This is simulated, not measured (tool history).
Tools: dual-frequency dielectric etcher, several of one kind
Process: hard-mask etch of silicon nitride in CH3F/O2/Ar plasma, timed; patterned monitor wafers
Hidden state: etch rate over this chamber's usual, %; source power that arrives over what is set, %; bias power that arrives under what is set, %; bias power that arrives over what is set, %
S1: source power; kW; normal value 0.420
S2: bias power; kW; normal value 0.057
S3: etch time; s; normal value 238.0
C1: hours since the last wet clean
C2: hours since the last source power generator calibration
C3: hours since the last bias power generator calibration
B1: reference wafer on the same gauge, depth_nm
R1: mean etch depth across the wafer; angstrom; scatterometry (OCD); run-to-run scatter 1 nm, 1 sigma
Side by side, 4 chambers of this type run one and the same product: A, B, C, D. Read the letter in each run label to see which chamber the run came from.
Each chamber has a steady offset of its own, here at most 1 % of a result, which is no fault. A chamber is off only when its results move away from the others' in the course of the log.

run	hour	S1	S2	S3	C1	C2	C3	B1	R1
1A	11.2	0.420	0.057	238.0	556.3	2496.0	1534.6	142.78	1551.8
2D	21.4	0.420	0.057	238.0	226.1	495.1	1451.3	142.95	1579.5
# hour 21.9: chamber A: wet clean of the chamber
3B	32.7	0.420	0.057	238.0	151.6	3451.7	2088.8	142.93	1562.2
4C	41.4	0.420	0.057	238.0	247.7	1234.5	1583.3	143.13	1582.9
5A	49.1	0.420	0.057	238.0	27.3	2533.9	1572.5	143.07	1555.7
# hour 58.2: chamber C: bias power generator calibrated
6C	60.6	0.420	0.045	273.0	266.9	1253.7	2.4	142.83	1676.1
7D	68.6	0.420	0.045	273.0	273.3	542.3	1498.5	142.91	1679.0
8B	80.7	0.420	0.045	273.0	199.6	3499.7	2136.8	143.16	1681.0
9C	92.7	0.420	0.045	273.0	299.0	1285.8	34.5	142.89	1672.3
10D	106.9	0.420	0.057	238.0	311.6	580.6	1536.8	143.00	1585.7
11B	114.2	0.420	0.057	238.0	233.1	3533.2	2170.3	143.07	1572.1
12A	126.1	0.420	0.057	238.0	104.3	2610.9	1649.5	143.03	1559.2
13A	134.6	0.420	0.071	238.0	112.8	2619.4	1658.0	143.01	1668.0
14C	147.5	0.420	0.071	238.0	353.8	1340.6	89.3	142.77	1708.4
15B	155.5	0.420	0.071	238.0	274.4	3574.5	2211.6	143.23	1682.4
# hour 158.7: chamber C: source power generator calibrated
16D	168.3	0.420	0.071	238.0	373.0	642.0	1598.2	143.17	1677.1
17D	181.4	0.420	0.057	238.0	386.1	655.1	1611.3	143.02	1593.5
18C	191.9	0.420	0.057	238.0	398.2	33.2	133.7	143.20	1582.7
19A	204.3	0.420	0.057	238.0	182.5	2689.1	1727.7	143.29	1549.1
20B	217.5	0.500	0.057	302.5	336.4	3636.5	2273.6	142.84	2144.3
21A	232.4	0.500	0.057	302.5	210.6	2717.2	1755.8	143.07	2114.1
22C	240.2	0.500	0.057	302.5	446.5	81.5	182.0	142.91	2155.8
23B	252.1	0.500	0.057	302.5	371.0	3671.1	2308.2	142.90	2117.1
24D	262.0	0.420	0.057	238.0	466.7	735.7	1691.9	142.93	1570.3
25B	270.9	0.420	0.057	238.0	389.8	3689.9	2327.0	142.99	1596.0
26C	279.4	0.380	0.057	274.0	485.7	120.7	221.2	142.92	1740.5
27A	286.1	0.380	0.057	274.0	264.3	2770.9	1809.5	142.95	1735.2
28D	299.1	0.380	0.057	274.0	503.8	772.8	1729.0	142.63	1730.2
# hour 305.4: chamber B: wet clean of the chamber
29C	312.1	0.380	0.057	274.0	518.4	153.4	253.9	143.19	1737.4
# hour 320.9: chamber D: wet clean of the chamber
30D	323.8	0.420	0.057	238.0	3.0	797.5	1753.7	143.14	1567.9
31B	335.3	0.420	0.057	238.0	30.0	3754.3	2391.4	142.90	1580.5
32A	347.3	0.420	0.057	238.0	325.5	2832.1	1870.7	142.93	1559.9
33D	360.4	0.420	0.057	238.0	39.6	834.1	1790.3	142.76	1558.5
34B	374.4	0.420	0.057	238.0	69.1	3793.4	2430.5	143.25	1575.3
35C	384.8	0.420	0.057	238.0	591.1	226.1	326.6	142.96	1573.5
# hour 392.2: chamber C: wet clean of the chamber
36A	394.6	0.420	0.057	302.0	372.8	2879.4	1918.0	143.20	1946.4
37C	409.7	0.420	0.057	302.0	17.6	251.0	351.5	143.09	2002.9
38B	419.2	0.420	0.057	302.0	113.9	3838.2	2475.3	142.97	1999.5
39D	430.7	0.420	0.057	302.0	109.9	904.4	1860.6	143.17	1992.9
40A	445.8	0.350	0.043	238.0	424.0	2930.6	1969.2	143.04	1313.5

Next, all 4 chambers run the settings below, one line each with question marks for the results. What does each chamber give?
41A	456.7	0.420	0.057	238.0					?
41B	456.7	0.420	0.057	238.0					?
41C	456.7	0.420	0.057	238.0					?
41D	456.7	0.420	0.057	238.0					?

run	R1
41A	1560.6
41B	1575.7
41C	1556.5
41D	1560.6
